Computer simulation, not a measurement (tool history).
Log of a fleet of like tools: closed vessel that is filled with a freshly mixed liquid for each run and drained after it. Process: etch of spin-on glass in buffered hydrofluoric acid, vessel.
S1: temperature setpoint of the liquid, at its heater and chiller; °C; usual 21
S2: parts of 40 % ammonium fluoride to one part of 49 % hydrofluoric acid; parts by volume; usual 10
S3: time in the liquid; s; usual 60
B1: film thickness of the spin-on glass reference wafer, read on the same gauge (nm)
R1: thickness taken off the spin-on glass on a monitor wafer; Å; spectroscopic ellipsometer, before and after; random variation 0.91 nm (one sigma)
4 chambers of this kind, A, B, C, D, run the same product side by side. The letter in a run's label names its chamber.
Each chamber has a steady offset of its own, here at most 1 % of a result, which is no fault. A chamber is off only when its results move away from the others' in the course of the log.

run 1A day=0.346 | S1=21 S2=10 S3=60 | B1=59.993 | R1=1523.8
run 2C day=0.833 | S1=21 S2=10 S3=60 | B1=59.997 | R1=1536.2
run 3B day=1.154 | S1=21 S2=10 S3=60 | B1=60.011 | R1=1493.1
run 4D day=1.808 | S1=21 S2=10 S3=60 | B1=60.007 | R1=1527.1
-- day=1.946 chamber B: hydrofluoric acid flow meter replaced
run 5D day=2.117 | S1=21 S2=10 S3=60 | B1=60.023 | R1=1515.4
run 6B day=2.417 | S1=21 S2=10 S3=60 | B1=59.998 | R1=1500.6
run 7C day=2.758 | S1=21 S2=10 S3=60 | B1=60.014 | R1=1513.7
run 8A day=3.267 | S1=21 S2=10 S3=60 | B1=60.001 | R1=1510.5
-- day=3.558 chamber C: hydrofluoric acid flow meter replaced
run 9A day=3.788 | S1=26 S2=12.5 S3=60 | B1=59.998 | R1=1609.7
run 10C day=4.238 | S1=26 S2=12.5 S3=60 | B1=59.989 | R1=1617.5
run 11D day=4.867 | S1=26 S2=12.5 S3=60 | B1=60.013 | R1=1594.1
run 12B day=5.367 | S1=26 S2=12.5 S3=60 | B1=60.018 | R1=1551.2
run 13C day=5.762 | S1=21 S2=10 S3=60 | B1=59.978 | R1=1538.6
run 14A day=6.071 | S1=21 S2=10 S3=60 | B1=59.992 | R1=1516.4
run 15D day=6.654 | S1=21 S2=10 S3=60 | B1=59.987 | R1=1520.2
run 16B day=7.242 | S1=21 S2=10 S3=60 | B1=59.977 | R1=1480.8
run 17A day=7.642 | S1=21 S2=10 S3=60 | B1=59.998 | R1=1510.6
run 18C day=8.108 | S1=21 S2=10 S3=60 | B1=59.961 | R1=1578.2
run 19B day=8.488 | S1=21 S2=10 S3=60 | B1=59.984 | R1=1506
run 20D day=8.804 | S1=21 S2=10 S3=60 | B1=60.019 | R1=1525.4
-- day=8.838 chamber D: hydrofluoric acid flow meter replaced
run 21C day=9.208 | S1=21 S2=10 S3=60 | B1=59.993 | R1=1570
run 22B day=9.575 | S1=21 S2=10 S3=60 | B1=59.989 | R1=1489.7
run 23A day=9.896 | S1=21 S2=10 S3=60 | B1=59.998 | R1=1512.2
run 24D day=10.321 | S1=21 S2=10 S3=60 | B1=60 | R1=1516.4
run 25D day=10.792 | S1=26 S2=10 S3=85 | B1=60.018 | R1=2792.5
run 26C day=11.421 | S1=26 S2=10 S3=85 | B1=60.001 | R1=2991.7
run 27A day=11.933 | S1=26 S2=10 S3=85 | B1=59.986 | R1=2838.4
run 28B day=12.317 | S1=26 S2=10 S3=85 | B1=59.995 | R1=2791.1
run 29A day=12.625 | S1=21 S2=10 S3=60 | B1=59.991 | R1=1512.2
run 30B day=12.954 | S1=21 S2=10 S3=60 | B1=59.999 | R1=1503.8

Is one chamber off against the others, does the gauge drift, or is nothing wrong? If a chamber is off, say which, and what the likeliest cause is.

Chamber C drifts away from the others.
Cause: liquid hotter than its thermometer reads (K) = 1.33.

Here are 4 candidates for chamber C's next run, each the usual settings with a change, their results left as question marks. Which one brings its results back in line with what the others give on the usual settings?
In line means no further than this from the other chambers' mean on the usual settings: R1 32 Å
run 31C-1 day=13.438 | S1=21 S2=10 S3=65 | R1=?
run 31C-2 day=13.438 | S1=20.5 S2=10 S3=60 | R1=?
run 31C-3 day=13.438 | S1=20.5 S2=10.5 S3=60 | R1=?
run 31C-4 day=13.438 | S1=21.5 S2=10 S3=60 | R1=?

The other chambers' mean on the usual settings: R1 1510.9 Å
run=31C-1 R1=1766.6
run=31C-2 R1=1585.5
run=31C-3 R1=1513.6
run=31C-4 R1=1677.2
31C-3 brings the chamber back in line.
